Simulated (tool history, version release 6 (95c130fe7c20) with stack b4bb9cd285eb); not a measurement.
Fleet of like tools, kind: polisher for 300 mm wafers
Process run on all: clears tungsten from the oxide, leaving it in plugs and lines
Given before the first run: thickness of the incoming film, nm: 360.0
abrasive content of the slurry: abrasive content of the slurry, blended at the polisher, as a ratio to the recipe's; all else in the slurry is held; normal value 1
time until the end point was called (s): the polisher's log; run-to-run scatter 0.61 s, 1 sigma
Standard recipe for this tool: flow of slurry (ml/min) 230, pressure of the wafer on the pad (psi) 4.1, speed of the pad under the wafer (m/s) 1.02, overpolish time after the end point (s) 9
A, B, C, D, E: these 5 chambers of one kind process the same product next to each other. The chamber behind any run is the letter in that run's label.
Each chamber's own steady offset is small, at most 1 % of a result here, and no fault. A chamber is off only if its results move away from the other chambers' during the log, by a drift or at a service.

| run | hour | flow of slurry (ml/min) | pressure of the wafer on the pad (psi) | speed of the pad under the wafer (m/s) | abrasive content of the slurry | overpolish time after the end point (s) | wafers polished on this pad | hours since the slurry nozzle was cleaned | hours since the head pressure was calibrated | hours since the slurry blender was calibrated | hours since the slurry got fresh peroxide | time until the end point was called (s) |
|---|---|---|---|---|---|---|---|---|---|---|---|---|
|  | 6 | chamber D: slurry tank refilled with fresh slurry and peroxide |
| 1E | 9.4 | 230 | 4.1 | 1.02 | 1 | 9 | 1261 | 196.3 | 1177.3 | 142.2 | 54.3 | 74.108 |
|  | 13.1 | chamber B: worn pad replaced by a new one |
|  | 15 | chamber B: slurry tank refilled with fresh slurry and peroxide |
| 2D | 15 | 230 | 4.1 | 1.02 | 1 | 9 | 1098 | 102.1 | 1006.7 | 91.4 | 9 | 73.709 |
|  | 17.9 | chamber B: slurry nozzle cleaned |
| 3B | 23.5 | 230 | 4.1 | 1.02 | 1 | 9 | 104 | 5.6 | 50.4 | 65.9 | 8.5 | 73.175 |
|  | 24.1 | chamber E: worn pad replaced by a new one |
|  | 27.4 | chamber A: worn pad replaced by a new one |
|  | 28 | chamber E: slurry tank refilled with fresh slurry and peroxide |
| 4A | 30.3 | 230 | 4.1 | 1.02 | 1 | 9 | 29 | 692.5 | 458.5 | 93.4 | 124.2 | 73.14 |
| 5C | 41.5 | 230 | 4.1 | 1.02 | 1 | 9 | 872 | 915.2 | 767.7 | 306.9 | 144.5 | 74.469 |
|  | 42.1 | chamber A: slurry tank refilled with fresh slurry and peroxide |
|  | 47.9 | chamber C: worn pad replaced by a new one |
| 6C | 48.2 | 230 | 4.1 | 1.34 | 1 | 7 | 3 | 921.9 | 774.4 | 313.6 | 151.2 | 56.144 |
|  | 51.3 | chamber D: worn pad replaced by a new one |
| 7A | 54.6 | 230 | 4.1 | 1.34 | 1 | 7 | 271 | 716.8 | 482.8 | 117.7 | 12.6 | 55.902 |
| 8D | 62.7 | 230 | 4.1 | 1.34 | 1 | 7 | 113 | 149.8 | 1054.4 | 139.1 | 56.7 | 56.121 |
|  | 63.6 | chamber C: slurry nozzle cleaned |
| 9E | 68.7 | 230 | 4.1 | 1.34 | 1 | 7 | 445 | 255.6 | 1236.6 | 201.5 | 40.7 | 56.735 |
|  | 69.6 | chamber B: slurry blender recalibrated |
|  | 72.9 | chamber C: slurry tank refilled with fresh slurry and peroxide |
|  | 73.7 | chamber B: worn pad replaced by a new one |
| 10B | 75.5 | 230 | 4.1 | 1.34 | 1 | 7 | 18 | 57.6 | 102.4 | 5.9 | 60.5 | 56.472 |
| 11E | 84.5 | 230 | 4.1 | 1.02 | 1 | 6 | 602 | 271.4 | 1252.4 | 217.3 | 56.5 | 73.794 |
| 12B | 95.2 | 230 | 4.1 | 1.02 | 1 | 6 | 214 | 77.3 | 122.1 | 25.6 | 80.2 | 73.391 |
|  | 95.5 | chamber A: slurry nozzle cleaned |
|  | 96.1 | chamber E: slurry tank refilled with fresh slurry and peroxide |
| 13A | 104.2 | 230 | 4.1 | 1.02 | 1 | 6 | 766 | 8.7 | 532.4 | 167.3 | 62.2 | 73.56 |
|  | 110.1 | chamber E: head pressure recalibrated |
| 14C | 111.4 | 230 | 4.1 | 1.02 | 1 | 6 | 633 | 47.8 | 837.6 | 376.8 | 38.6 | 72.703 |
|  | 122.4 | chamber A: worn pad replaced by a new one |
| 15D | 122.5 | 230 | 4.1 | 1.02 | 1 | 6 | 710 | 209.6 | 1114.2 | 198.9 | 116.5 | 74.767 |
| 16E | 129.7 | 230 | 4.1 | 1.02 | 1 | 9 | 1053 | 316.6 | 19.6 | 262.5 | 33.7 | 73.921 |
|  | 136.4 | chamber C: head pressure recalibrated |
|  | 137.4 | chamber B: worn pad replaced by a new one |
| 17B | 141.6 | 230 | 4.1 | 1.02 | 1 | 9 | 42 | 123.7 | 168.5 | 72 | 126.6 | 73.711 |
|  | 152.8 | chamber C: worn pad replaced by a new one |
| 18A | 153.9 | 230 | 4.1 | 1.02 | 1 | 9 | 314 | 58.4 | 582.1 | 217 | 111.9 | 74.065 |
|  | 154 | chamber E: worn pad replaced by a new one |
|  | 155.1 | chamber E: slurry tank refilled with fresh slurry and peroxide |
|  | 160.2 | chamber D: slurry tank refilled with fresh slurry and peroxide |
| 19D | 161.9 | 230 | 4.1 | 1.02 | 1 | 9 | 1103 | 249 | 1153.6 | 238.3 | 1.8 | 73.184 |
|  | 163.3 | chamber A: slurry tank refilled with fresh slurry and peroxide |
| 20C | 167.4 | 230 | 4.1 | 1.02 | 1 | 9 | 146 | 103.8 | 31.1 | 432.8 | 94.6 | 74.631 |
|  | 172.8 | chamber B: slurry blender recalibrated |
| 21A | 178.6 | 230 | 4.1 | 1.02 | 1 | 9 | 560 | 83.1 | 606.8 | 241.7 | 15.3 | 73.4 |
|  | 180.5 | chamber D: worn pad replaced by a new one |
|  | 183.3 | chamber A: slurry blender recalibrated |
| 22B | 186.9 | 230 | 4.1 | 1.02 | 1 | 9 | 494 | 169 | 213.8 | 14.1 | 171.9 | 73.782 |
| 23D | 198 | 230 | 4.1 | 1.02 | 1 | 9 | 174 | 285.1 | 1189.7 | 274.4 | 37.9 | 72.99 |
| 24C | 206.9 | 230 | 4.1 | 1.02 | 1 | 9 | 540 | 143.3 | 70.6 | 472.3 | 134.1 | 74.344 |
|  | 207.1 | chamber E: slurry blender recalibrated |
|  | 207.9 | chamber B: worn pad replaced by a new one |
|  | 210.5 | chamber B: slurry tank refilled with fresh slurry and peroxide |
| 25E | 212.7 | 230 | 4.1 | 1.02 | 1 | 9 | 585 | 399.6 | 102.6 | 5.6 | 57.7 | 75.004 |
|  | 220.7 | chamber E: slurry tank refilled with fresh slurry and peroxide |
| 26D | 220.7 | 230 | 4.1 | 1.02 | 1 | 9 | 401 | 307.8 | 1212.4 | 297.1 | 60.6 | 74.543 |
| 27C | 227.7 | 230 | 4.1 | 1.02 | 1 | 9 | 747 | 164.1 | 91.4 | 493.1 | 154.9 | 73.599 |
|  | 235.1 | chamber A: worn pad replaced by a new one |
| 28A | 236.3 | 230 | 4.1 | 1.02 | 1 | 9 | 12 | 140.8 | 664.5 | 53.1 | 73 | 73.586 |
|  | 243.8 | chamber C: worn pad replaced by a new one |
| 29E | 248.3 | 230 | 5.3 | 1.02 | 1 | 9 | 940 | 435.2 | 138.2 | 41.2 | 27.7 | 57.463 |
| 30B | 259.9 | 230 | 5.3 | 1.02 | 1 | 9 | 519 | 242 | 286.8 | 87.1 | 49.5 | 56.84 |
|  | 265.5 | chamber B: slurry nozzle cleaned |
| 31E | 267.5 | 230 | 5.3 | 1.02 | 1 | 9 | 1132 | 454.4 | 157.4 | 60.4 | 46.9 | 57.321 |
|  | 269 | chamber C: slurry blender recalibrated |
|  | 274.3 | chamber A: slurry tank refilled with fresh slurry and peroxide |
|  | 274.6 | chamber B: slurry blender recalibrated |
|  | 276.2 | chamber B: worn pad replaced by a new one |
|  | 276.3 | chamber C: slurry tank refilled with fresh slurry and peroxide |
| 32A | 276.5 | 230 | 5.3 | 1.02 | 1 | 9 | 413 | 181 | 704.7 | 93.3 | 2.3 | 56.511 |
| 33B | 285.5 | 230 | 5.3 | 1.02 | 1 | 9 | 93 | 20 | 312.4 | 10.9 | 75.1 | 56.783 |
| 34C | 296.5 | 230 | 4.1 | 1.02 | 1 | 9 | 526 | 232.9 | 160.2 | 27.6 | 20.3 | 73.93 |
| 35D | 305.3 | 230 | 4.1 | 1.02 | 1.25 | 9 | 1245 | 392.4 | 1297 | 381.7 | 145.2 | 70.329 |

Next, all 5 chambers run the settings below, one line each with question marks for the results. What does each chamber give?
| 36A | 314.3 | 230 | 4.1 | 1.02 | 1 | 9 |  |  |  |  |  | ? |
| 36B | 314.3 | 230 | 4.1 | 1.02 | 1 | 9 |  |  |  |  |  | ? |
| 36C | 314.3 | 230 | 4.1 | 1.02 | 1 | 9 |  |  |  |  |  | ? |
| 36D | 314.3 | 230 | 4.1 | 1.02 | 1 | 9 |  |  |  |  |  | ? |
| 36E | 314.3 | 230 | 4.1 | 1.02 | 1 | 9 |  |  |  |  |  | ? |

| run | time until the end point was called (s) |
|---|---|
| 36A | 74.843 |
| 36B | 72.9 |
| 36C | 75.617 |
| 36D | 74.022 |
| 36E | 73.416 |

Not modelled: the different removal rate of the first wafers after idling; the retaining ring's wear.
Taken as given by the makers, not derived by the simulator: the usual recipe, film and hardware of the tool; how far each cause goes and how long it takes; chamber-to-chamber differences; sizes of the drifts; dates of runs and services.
